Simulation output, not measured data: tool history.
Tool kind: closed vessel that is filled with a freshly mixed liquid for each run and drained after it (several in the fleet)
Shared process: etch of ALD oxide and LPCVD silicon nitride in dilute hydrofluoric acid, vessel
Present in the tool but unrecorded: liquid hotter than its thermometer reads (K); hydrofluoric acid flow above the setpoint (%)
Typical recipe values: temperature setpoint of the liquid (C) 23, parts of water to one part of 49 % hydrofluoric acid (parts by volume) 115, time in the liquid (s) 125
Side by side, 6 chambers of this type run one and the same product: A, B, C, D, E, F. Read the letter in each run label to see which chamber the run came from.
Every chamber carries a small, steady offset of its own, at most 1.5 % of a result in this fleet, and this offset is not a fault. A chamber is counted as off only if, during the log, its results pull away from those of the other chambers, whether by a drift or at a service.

run,hour,temperature setpoint of the liquid (C),parts of water to one part of 49 % hydrofluoric acid (parts by volume),time in the liquid (s),hours since the thermometer was replaced,hours since the hydrofluoric acid flow meter was replaced,"read-back film thickness of the ALD oxide reference wafer, read on the same gauge (nm)","read-back film thickness of the LPCVD silicon nitride reference wafer, read on the same gauge (nm)",thickness taken off the ALD oxide on a monitor wafer (Å),thickness taken off the LPCVD silicon nitride on a monitor wafer (Å)
1B,7.8,23,115,125,664.1,888.3,49.984,119.98,161.43,4.6484
2E,13.4,23,115,125,1628.8,240,49.996,120,161.97,5.1582
3A,18.7,23,115,125,984,644.3,50.04,120,161.06,4.6454
4D,24.8,23,115,125,409,256.5,49.982,120.02,162.46,5.2059
5C,29.8,23,115,125,1368.8,395.2,50.003,119.99,158.55,4.6198
6F,34.6,23,115,125,1483.2,747.7,49.989,119.99,162.89,4.6511
7A,42.1,23,115,125,1007.4,667.7,50.007,120,160.41,3.793
8B,49.7,23,115,125,706,930.2,50.009,119.99,160.18,4.7812
9E,57.3,23,115,125,1672.7,283.9,49.985,120.01,162.28,4.5996
10C,65.8,23,115,125,1404.8,431.2,49.996,119.98,158.19,4.1402
11D,74.1,23,115,125,458.3,305.8,49.998,120.01,162.27,4.4987
12F,82.7,23,115,125,1531.3,795.8,50.005,120.02,162.65,4.4113
13B,93,26,115,125,749.3,973.5,49.993,120,181.75,5.0808
14A,98.2,26,115,125,1063.5,723.8,49.993,120,181.35,5.4071
15F,105.5,26,115,125,1554.1,818.6,49.991,120.01,182.41,5.3967
16E,111.4,26,115,125,1726.8,338,49.981,120.01,180.86,5.4955
17C,116.6,26,115,125,1455.6,482,50.025,119.99,177.63,5.4506
18D,126.1,26,115,125,510.3,357.8,49.988,120,182.75,4.9247
19A,130.6,23,115,125,1095.9,756.2,50.031,119.99,160.62,3.7326
20C,138.5,26,115,125,1477.5,503.9,50.011,119.99,181.11,5.0879
21D,147.3,26,115,125,531.5,379,50.002,120.01,181.04,5.112
22F,156.7,26,115,125,1605.3,869.8,50.038,119.99,182.38,5.7879
23E,164.3,26,115,125,1779.7,390.9,49.993,120.01,178.73,5.687
24B,169.9,26,115,125,826.2,1050.4,49.952,120,182.21,6.0681
25A,175,26,115,125,1140.3,800.6,49.993,120,181.35,6.0969
26B,183.9,23,115,125,840.2,1064.4,49.996,120.02,160.91,4.6896
27F,192.4,23,115,125,1641,905.5,50.006,120.01,163.62,4.848
28C,200.5,23,115,125,1539.5,565.9,49.994,119.98,160.66,4.9685
29E,210.6,23,115,125,1826,437.2,50.027,120,160.44,4.4263
30D,218,23,115,125,602.2,449.7,50.002,120.01,162.05,4.0694
31B,225.8,23,115,125,882.1,1106.3,49.953,120.01,160.96,4.8271
32C,230.6,23,115,75,1569.6,596,49.988,119.99,95.273,2.7432
33A,236.1,23,115,75,1201.4,861.7,50.008,120,97.542,2.5808
34F,246.3,23,115,75,1694.9,959.4,49.964,120,97.637,2.9271
35E,251.7,23,115,75,1867.1,478.3,49.975,120.01,96.754,2.7337
36D,256.6,23,115,75,640.8,488.3,50.015,120.02,96.095,2.6991
# hour 259.2: chamber D: hydrofluoric acid flow meter replaced
37A,261.5,23,115,75,1226.8,887.1,50.014,120,97.001,2.4035
38F,270.7,23,115,125,1719.3,983.8,50.014,120,161.35,4.4455
39D,280.5,23,115,125,664.7,21.4,49.991,120.01,160.01,5.0612
40E,288.6,23,115,125,1904,515.2,49.967,119.99,160.85,4.383
41C,297.5,25,115,125,1636.5,662.9,50.006,120,172.67,5.6032
42B,305.9,25,115,125,962.2,1186.4,49.996,120.01,176.21,5.9074
43B,315.5,25,115,125,971.8,1196,50.006,120.03,174.66,5.5307
44D,323.4,25,115,125,707.6,64.3,49.975,120,176.75,4.9871

Decide between three cases: one chamber stands off from its peers, the gauge reading all wafers drifts, or nothing is wrong past each chamber's small offset. Where a chamber is off, say which and what most likely put it there.

Neither any chamber nor the gauge drifts; the chambers differ only by their own small, steady offsets.
